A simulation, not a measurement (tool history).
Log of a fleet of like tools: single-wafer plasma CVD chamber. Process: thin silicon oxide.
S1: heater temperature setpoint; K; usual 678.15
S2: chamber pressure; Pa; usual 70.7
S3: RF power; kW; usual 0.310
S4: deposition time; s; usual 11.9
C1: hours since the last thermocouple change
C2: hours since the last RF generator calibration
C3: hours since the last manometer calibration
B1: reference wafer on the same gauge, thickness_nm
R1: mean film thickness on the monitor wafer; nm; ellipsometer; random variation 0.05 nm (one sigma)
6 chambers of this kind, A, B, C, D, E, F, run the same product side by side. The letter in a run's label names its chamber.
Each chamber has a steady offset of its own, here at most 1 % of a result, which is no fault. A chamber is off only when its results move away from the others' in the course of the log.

run,hour,S1,S2,S3,S4,C1,C2,C3,B1,R1
1F,3.1,678.15,70.7,0.310,11.9,517.2,1095.8,326.6,15.100,14.387
2B,6.0,678.15,70.7,0.310,11.9,1235.3,895.1,887.5,15.088,14.128
3C,8.6,678.15,70.7,0.310,11.9,264.5,1798.1,1530.2,15.112,14.341
4A,11.0,678.15,70.7,0.310,11.9,1504.9,888.2,339.3,15.103,14.118
5D,13.4,678.15,70.7,0.310,11.9,900.7,1152.3,2116.6,15.087,14.318
6E,16.6,678.15,70.7,0.310,11.9,1970.4,2340.2,1036.7,15.089,14.340
7A,21.1,678.15,70.7,0.370,11.9,1515.0,898.3,349.4,15.108,15.178
8F,24.3,678.15,70.7,0.370,11.9,538.4,1117.0,347.8,15.093,15.422
9D,26.9,678.15,70.7,0.370,11.9,914.2,1165.8,2130.1,15.091,15.374
10C,30.2,678.15,70.7,0.370,11.9,286.1,1819.7,1551.8,15.104,15.310
11B,33.9,678.15,70.7,0.370,11.9,1263.2,923.0,915.4,15.091,15.211
12E,36.9,678.15,70.7,0.370,11.9,1990.7,2360.5,1057.0,15.109,15.307
13E,40.4,678.15,70.7,0.310,11.9,1994.2,2364.0,1060.5,15.104,14.321
14F,44.6,678.15,70.7,0.310,11.9,558.7,1137.3,368.1,15.106,14.354
15D,48.5,685.15,64.0,0.310,11.9,935.8,1187.4,2151.7,15.101,12.835
16A,51.7,685.15,64.0,0.310,11.9,1545.6,928.9,380.0,15.116,12.573
17B,54.8,685.15,64.0,0.310,11.9,1284.1,943.9,936.3,15.124,12.641
18C,58.9,685.15,64.0,0.310,11.9,314.8,1848.4,1580.5,15.110,12.835
19F,61.0,685.15,64.0,0.310,11.9,575.1,1153.7,384.5,15.097,12.849
20A,63.8,685.15,64.0,0.310,11.9,1557.7,941.0,392.1,15.107,12.608
21E,67.1,678.15,85.1,0.310,14.1,2020.9,2390.7,1087.2,15.095,20.876
22D,70.5,678.15,85.1,0.310,14.1,957.8,1209.4,2173.7,15.099,20.728
23C,74.2,678.15,85.1,0.310,14.1,330.1,1863.7,1595.8,15.110,20.754
24B,77.2,678.15,85.1,0.310,14.1,1306.5,966.3,958.7,15.096,20.592
# hour 78.8: chamber C: capacitance manometer re-zeroed and calibrated
# hour 79.0: chamber E: capacitance manometer re-zeroed and calibrated
25F,81.6,678.15,85.1,0.310,14.1,595.7,1174.3,405.1,15.111,20.828
26A,84.4,678.15,85.1,0.310,14.1,1578.3,961.6,412.7,15.095,20.662
27E,88.6,678.15,70.7,0.310,11.9,2042.4,2412.2,9.6,15.099,14.247
28C,91.8,678.15,70.7,0.310,11.9,347.7,1881.3,13.1,15.097,13.735
29B,94.4,678.15,70.7,0.310,11.9,1323.7,983.5,975.9,15.101,14.263
30D,97.0,678.15,70.7,0.310,11.9,984.3,1235.9,2200.2,15.109,14.317
31E,99.2,678.15,70.7,0.310,11.9,2053.0,2422.8,20.2,15.109,14.215
32C,103.4,673.15,70.7,0.340,11.9,359.3,1892.9,24.7,15.122,14.182
33F,106.4,673.15,70.7,0.340,11.9,620.5,1199.1,429.9,15.106,15.029
34B,110.9,673.15,70.7,0.340,11.9,1340.2,1000.0,992.4,15.100,14.698
35D,112.9,673.15,70.7,0.340,11.9,1000.2,1251.8,2216.1,15.098,14.961
36A,117.5,673.15,70.7,0.340,11.9,1611.4,994.7,445.8,15.109,14.839
37C,120.5,673.15,70.7,0.340,11.9,376.4,1910.0,41.8,15.096,14.286
38A,124.2,678.15,70.7,0.310,11.9,1618.1,1001.4,452.5,15.108,14.178
39F,128.3,678.15,70.7,0.310,11.9,642.4,1221.0,451.8,15.098,14.392
40D,130.9,678.15,70.7,0.310,11.9,1018.2,1269.8,2234.1,15.100,14.445
41E,134.5,664.15,82.1,0.310,11.9,2088.3,2458.1,55.5,15.094,17.024
42B,137.6,664.15,82.1,0.310,11.9,1366.9,1026.7,1019.1,15.107,16.805
43F,142.0,664.15,82.1,0.310,11.9,656.1,1234.7,465.5,15.100,17.072
44B,146.0,664.15,82.1,0.310,11.9,1375.3,1035.1,1027.5,15.111,16.931

What goes on in this fleet: one chamber off, a drifting gauge, or nothing beyond the chambers' own small offsets? Name the chamber and the cause, if any.

A service left chamber C off against the others.
Cause: true pressure below the setpoint (%) = 4.31.

Here are 4 candidates for chamber C's next run, each the usual settings with a change, their results left as question marks. Which one brings its results back in line with what the others give on the usual settings?
In line means no further than this from the other chambers' mean on the usual settings: R1 0.180 nm
45C-1,149.3,678.15,73.3,0.310,11.9,,,,,?
45C-2,149.3,678.15,69.9,0.310,11.8,,,,,?
45C-3,149.3,678.15,70.7,0.310,12.1,,,,,?
45C-4,149.3,678.15,68.9,0.310,11.7,,,,,?

The other chambers' mean on the usual settings: R1 14.273 nm
run,R1
45C-1,14.247
45C-2,13.382
45C-3,13.897
45C-4,13.071
45C-1 brings the chamber back in line.
